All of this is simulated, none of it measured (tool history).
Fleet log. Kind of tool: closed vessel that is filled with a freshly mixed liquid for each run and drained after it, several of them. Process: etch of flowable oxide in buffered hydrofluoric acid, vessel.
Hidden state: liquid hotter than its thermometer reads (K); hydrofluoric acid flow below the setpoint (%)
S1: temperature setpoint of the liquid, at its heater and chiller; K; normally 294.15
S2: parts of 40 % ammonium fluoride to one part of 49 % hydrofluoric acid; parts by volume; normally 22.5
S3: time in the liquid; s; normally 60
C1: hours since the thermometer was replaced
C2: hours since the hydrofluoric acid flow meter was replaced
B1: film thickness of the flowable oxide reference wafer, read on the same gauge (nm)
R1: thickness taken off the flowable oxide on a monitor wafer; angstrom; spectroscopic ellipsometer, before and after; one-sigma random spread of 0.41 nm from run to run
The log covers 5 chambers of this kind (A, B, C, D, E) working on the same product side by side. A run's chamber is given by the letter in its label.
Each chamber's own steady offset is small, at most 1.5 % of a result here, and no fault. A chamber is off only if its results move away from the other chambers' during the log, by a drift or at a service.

| run | day | S1 | S2 | S3 | C1 | C2 | B1 | R1 |
|---|---|---|---|---|---|---|---|---|
| 1C | 0.275 | 294.15 | 22.5 | 60 | 1254.5 | 284.2 | 129.99 | 841.20 |
| 2B | 0.604 | 294.15 | 22.5 | 60 | 937.6 | 1013.6 | 130.04 | 823.41 |
| 3D | 0.871 | 294.15 | 22.5 | 60 | 1464.5 | 364.5 | 129.97 | 833.20 |
| 4A | 1.133 | 294.15 | 22.5 | 60 | 376.3 | 1135.4 | 129.98 | 832.62 |
|  | 1.225 | chamber D: thermometer replaced |
| 5E | 1.396 | 294.15 | 22.5 | 60 | 208.9 | 103.4 | 129.99 | 823.13 |
| 6C | 1.596 | 294.15 | 22.5 | 60 | 1286.2 | 315.9 | 129.98 | 840.14 |
| 7E | 1.821 | 294.15 | 22.5 | 60 | 219.1 | 113.6 | 130.02 | 821.60 |
| 8D | 2.175 | 294.15 | 22.5 | 60 | 22.8 | 395.8 | 130.03 | 832.13 |
| 9B | 2.354 | 294.15 | 16.0 | 60 | 979.6 | 1055.6 | 130.02 | 1099.10 |
| 10A | 2.742 | 294.15 | 16.0 | 60 | 414.9 | 1174.0 | 129.99 | 1116.70 |
| 11D | 3.133 | 294.15 | 16.0 | 60 | 45.8 | 418.8 | 129.94 | 1122.20 |
| 12C | 3.346 | 294.15 | 16.0 | 60 | 1328.2 | 357.9 | 129.97 | 1137.30 |
| 13E | 3.588 | 294.15 | 16.0 | 60 | 261.5 | 156.0 | 129.97 | 1109.80 |
| 14B | 3.871 | 294.15 | 22.5 | 60 | 1016.0 | 1092.0 | 129.94 | 825.72 |
| 15A | 4.142 | 294.15 | 22.5 | 60 | 448.5 | 1207.6 | 129.99 | 825.05 |
| 16B | 4.475 | 294.15 | 22.5 | 60 | 1030.5 | 1106.5 | 129.98 | 830.97 |
| 17D | 4.679 | 294.15 | 22.5 | 60 | 82.9 | 455.9 | 130.01 | 827.18 |
| 18E | 4.946 | 294.15 | 22.5 | 60 | 294.1 | 188.6 | 130.03 | 821.34 |
| 19A | 5.146 | 294.15 | 22.5 | 60 | 472.6 | 1231.7 | 129.98 | 821.16 |
| 20C | 5.533 | 294.15 | 22.5 | 60 | 1380.7 | 410.4 | 129.99 | 843.23 |
| 21C | 5.838 | 294.15 | 22.5 | 60 | 1388.0 | 417.7 | 129.96 | 853.84 |
| 22E | 6.046 | 294.15 | 22.5 | 60 | 320.5 | 215.0 | 130.01 | 830.02 |
| 23D | 6.300 | 294.15 | 22.5 | 60 | 121.8 | 494.8 | 130.01 | 834.51 |
| 24A | 6.525 | 294.15 | 22.5 | 60 | 505.7 | 1264.8 | 130.01 | 814.11 |
| 25B | 6.838 | 294.15 | 22.5 | 60 | 1087.2 | 1163.2 | 130.01 | 829.39 |
| 26C | 7.150 | 294.15 | 22.5 | 60 | 1419.5 | 449.2 | 129.99 | 843.86 |
|  | 7.233 | chamber B: hydrofluoric acid flow meter replaced |
| 27B | 7.496 | 296.15 | 22.5 | 45 | 1103.0 | 6.4 | 130.02 | 689.57 |
|  | 7.683 | chamber D: hydrofluoric acid flow meter replaced |
| 28A | 7.750 | 296.15 | 22.5 | 45 | 535.1 | 1294.2 | 130.01 | 676.15 |
| 29E | 8.100 | 296.15 | 22.5 | 45 | 369.8 | 264.3 | 130.04 | 690.07 |
| 30D | 8.446 | 296.15 | 22.5 | 45 | 173.3 | 18.3 | 130.00 | 700.88 |
|  | 8.633 | chamber C: thermometer replaced |
| 31E | 8.650 | 296.15 | 22.5 | 45 | 383.0 | 277.5 | 130.03 | 696.32 |
| 32D | 8.867 | 294.15 | 22.5 | 60 | 183.4 | 28.4 | 130.02 | 836.27 |
| 33A | 9.133 | 294.15 | 22.5 | 60 | 568.3 | 1327.4 | 129.99 | 809.89 |
| 34C | 9.450 | 294.15 | 22.5 | 60 | 19.7 | 504.4 | 130.02 | 836.01 |
| 35B | 9.704 | 294.15 | 22.5 | 60 | 1156.0 | 59.4 | 129.98 | 822.15 |
| 36B | 9.950 | 294.15 | 22.5 | 60 | 1161.9 | 65.3 | 130.00 | 824.51 |
| 37A | 10.208 | 294.15 | 22.5 | 60 | 594.1 | 1353.2 | 130.00 | 804.94 |
| 38C | 10.550 | 294.15 | 22.5 | 60 | 46.1 | 530.8 | 129.98 | 843.11 |
| 39D | 10.929 | 294.15 | 22.5 | 60 | 232.9 | 77.9 | 129.97 | 836.29 |
| 40E | 11.279 | 294.15 | 22.5 | 60 | 446.1 | 340.6 | 130.00 | 826.47 |

Predict what each chamber gives when all 5 of them run the settings below next.
| 41A | 11.562 | 294.15 | 22.5 | 60 |  |  |  | ? |
| 41B | 11.562 | 294.15 | 22.5 | 60 |  |  |  | ? |
| 41C | 11.562 | 294.15 | 22.5 | 60 |  |  |  | ? |
| 41D | 11.562 | 294.15 | 22.5 | 60 |  |  |  | ? |
| 41E | 11.562 | 294.15 | 22.5 | 60 |  |  |  | ? |

| run | R1 |
|---|---|
| 41A | 803.04 |
| 41B | 828.90 |
| 41C | 839.49 |
| 41D | 829.93 |
| 41E | 825.73 |
